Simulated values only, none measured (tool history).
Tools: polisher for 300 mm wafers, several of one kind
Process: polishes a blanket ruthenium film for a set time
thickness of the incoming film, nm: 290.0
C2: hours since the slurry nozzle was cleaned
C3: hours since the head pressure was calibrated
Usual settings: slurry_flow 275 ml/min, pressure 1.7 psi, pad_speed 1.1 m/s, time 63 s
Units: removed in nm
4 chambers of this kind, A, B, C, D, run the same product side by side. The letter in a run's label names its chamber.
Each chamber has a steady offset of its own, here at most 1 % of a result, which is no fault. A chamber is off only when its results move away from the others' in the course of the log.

{"hour": 0.7, "done": "chamber C: worn pad replaced by a new one"}
{"run": "1B", "hour": 3.7, "slurry_flow": 275, "pressure": 1.7, "pad_speed": 1.1, "time": 63, "wafers polished on this pad": 549, "C2": 84.9, "C3": 960.6, "removed": 77.017}
{"run": "2D", "hour": 9.7, "slurry_flow": 275, "pressure": 1.7, "pad_speed": 1.1, "time": 63, "wafers polished on this pad": 659, "C2": 517.6, "C3": 337.9, "removed": 74.599}
{"run": "3A", "hour": 14.7, "slurry_flow": 275, "pressure": 1.7, "pad_speed": 1.1, "time": 63, "wafers polished on this pad": 1023, "C2": 144.4, "C3": 486.7, "removed": 73.667}
{"run": "4C", "hour": 20.2, "slurry_flow": 275, "pressure": 1.7, "pad_speed": 1.1, "time": 63, "wafers polished on this pad": 138, "C2": 358.8, "C3": 323.7, "removed": 74.215}
{"run": "5A", "hour": 23.6, "slurry_flow": 275, "pressure": 1.7, "pad_speed": 1.1, "time": 63, "wafers polished on this pad": 1086, "C2": 153.3, "C3": 495.6, "removed": 75.108}
{"run": "6B", "hour": 29.0, "slurry_flow": 275, "pressure": 1.7, "pad_speed": 1.1, "time": 63, "wafers polished on this pad": 728, "C2": 110.2, "C3": 985.9, "removed": 76.838}
{"hour": 32.2, "done": "chamber D: slurry nozzle cleaned"}
{"run": "7C", "hour": 34.5, "slurry_flow": 275, "pressure": 1.7, "pad_speed": 1.1, "time": 63, "wafers polished on this pad": 239, "C2": 373.1, "C3": 338.0, "removed": 73.228}
{"run": "8D", "hour": 40.5, "slurry_flow": 275, "pressure": 1.7, "pad_speed": 1.1, "time": 63, "wafers polished on this pad": 877, "C2": 8.3, "C3": 368.7, "removed": 74.653}
{"run": "9B", "hour": 46.0, "slurry_flow": 275, "pressure": 1.7, "pad_speed": 1.1, "time": 63, "wafers polished on this pad": 849, "C2": 127.2, "C3": 1002.9, "removed": 75.695}
{"hour": 49.3, "done": "chamber C: slurry nozzle cleaned"}
{"run": "10C", "hour": 50.3, "slurry_flow": 275, "pressure": 1.2, "pad_speed": 1.1, "time": 49, "wafers polished on this pad": 351, "C2": 1.0, "C3": 353.8, "removed": 41.407}
{"run": "11D", "hour": 53.6, "slurry_flow": 275, "pressure": 1.2, "pad_speed": 1.1, "time": 49, "wafers polished on this pad": 970, "C2": 21.4, "C3": 381.8, "removed": 41.064}
{"run": "12A", "hour": 56.8, "slurry_flow": 275, "pressure": 1.2, "pad_speed": 1.1, "time": 49, "wafers polished on this pad": 1321, "C2": 186.5, "C3": 528.8, "removed": 40.279}
{"run": "13C", "hour": 61.4, "slurry_flow": 275, "pressure": 1.2, "pad_speed": 1.1, "time": 49, "wafers polished on this pad": 429, "C2": 12.1, "C3": 364.9, "removed": 39.724}
{"run": "14B", "hour": 66.8, "slurry_flow": 275, "pressure": 1.7, "pad_speed": 1.1, "time": 63, "wafers polished on this pad": 996, "C2": 148.0, "C3": 1023.7, "removed": 76.747}
{"hour": 69.9, "done": "chamber A: worn pad replaced by a new one"}
{"run": "15A", "hour": 70.8, "slurry_flow": 275, "pressure": 1.7, "pad_speed": 1.1, "time": 63, "wafers polished on this pad": 6, "C2": 200.5, "C3": 542.8, "removed": 76.691}
{"hour": 75.2, "done": "chamber A: slurry nozzle cleaned"}
{"run": "16D", "hour": 76.2, "slurry_flow": 275, "pressure": 1.7, "pad_speed": 1.1, "time": 63, "wafers polished on this pad": 1130, "C2": 44.0, "C3": 404.4, "removed": 72.312}
{"run": "17D", "hour": 79.6, "slurry_flow": 275, "pressure": 1.7, "pad_speed": 1.1, "time": 63, "wafers polished on this pad": 1154, "C2": 47.4, "C3": 407.8, "removed": 69.236}
{"run": "18C", "hour": 83.7, "slurry_flow": 275, "pressure": 1.7, "pad_speed": 1.1, "time": 63, "wafers polished on this pad": 587, "C2": 34.4, "C3": 387.2, "removed": 75.688}
{"run": "19A", "hour": 87.2, "slurry_flow": 275, "pressure": 1.7, "pad_speed": 1.1, "time": 63, "wafers polished on this pad": 122, "C2": 12.0, "C3": 559.2, "removed": 74.052}
{"hour": 88.9, "done": "chamber C: worn pad replaced by a new one"}
{"run": "20B", "hour": 91.8, "slurry_flow": 275, "pressure": 1.7, "pad_speed": 1.1, "time": 63, "wafers polished on this pad": 1173, "C2": 173.0, "C3": 1048.7, "removed": 75.33}
{"run": "21A", "hour": 97.2, "slurry_flow": 275, "pressure": 1.7, "pad_speed": 1.1, "time": 63, "wafers polished on this pad": 193, "C2": 22.0, "C3": 569.2, "removed": 74.279}
{"run": "22B", "hour": 101.0, "slurry_flow": 275, "pressure": 1.7, "pad_speed": 1.1, "time": 63, "wafers polished on this pad": 1238, "C2": 182.2, "C3": 1057.9, "removed": 76.672}
{"run": "23D", "hour": 104.4, "slurry_flow": 275, "pressure": 1.7, "pad_speed": 1.1, "time": 63, "wafers polished on this pad": 1329, "C2": 72.2, "C3": 432.6, "removed": 69.891}
{"run": "24C", "hour": 108.4, "slurry_flow": 275, "pressure": 1.7, "pad_speed": 1.1, "time": 63, "wafers polished on this pad": 138, "C2": 59.1, "C3": 411.9, "removed": 73.578}
{"run": "25B", "hour": 114.0, "slurry_flow": 275, "pressure": 1.7, "pad_speed": 1.1, "time": 63, "wafers polished on this pad": 1330, "C2": 195.2, "C3": 1070.9, "removed": 76.278}
{"run": "26D", "hour": 116.9, "slurry_flow": 275, "pressure": 1.7, "pad_speed": 1.1, "time": 63, "wafers polished on this pad": 1418, "C2": 84.7, "C3": 445.1, "removed": 65.24}
{"run": "27C", "hour": 123.0, "slurry_flow": 275, "pressure": 1.7, "pad_speed": 1.1, "time": 63, "wafers polished on this pad": 241, "C2": 73.7, "C3": 426.5, "removed": 76.502}

What goes on in this fleet: one chamber off, a drifting gauge, or nothing beyond the chambers' own small offsets? Name the chamber and the cause, if any.

Chamber D drifts away from the others.
Cause: removal rate lost through wear of the pad, % = 10.5.
The log may not tell that from: head's pressure below its setpoint, %.

Here are 4 candidates for chamber D's next run, each the usual settings with a change, their results left as question marks. Which one brings its results back in line with what the others give on the usual settings?
In line means no further than this from the other chambers' mean on the usual settings: removed 3.800 nm
{"run": "28D-1", "hour": 127.7, "slurry_flow": 275, "pressure": 1.6, "pad_speed": 1.06, "time": 61, "removed": "?"}
{"run": "28D-2", "hour": 127.7, "slurry_flow": 275, "pressure": 1.8, "pad_speed": 1.16, "time": 63, "removed": "?"}
{"run": "28D-3", "hour": 127.7, "slurry_flow": 275, "pressure": 1.9, "pad_speed": 1.1, "time": 71, "removed": "?"}
{"run": "28D-4", "hour": 127.7, "slurry_flow": 270, "pressure": 1.7, "pad_speed": 0.98, "time": 56, "removed": "?"}

The other chambers' mean on the usual settings: removed 74.870 nm
run=28D-1 removed=58.943
run=28D-2 removed=74.916
run=28D-3 removed=84.550
run=28D-4 removed=53.094
28D-2 brings the chamber back in line.
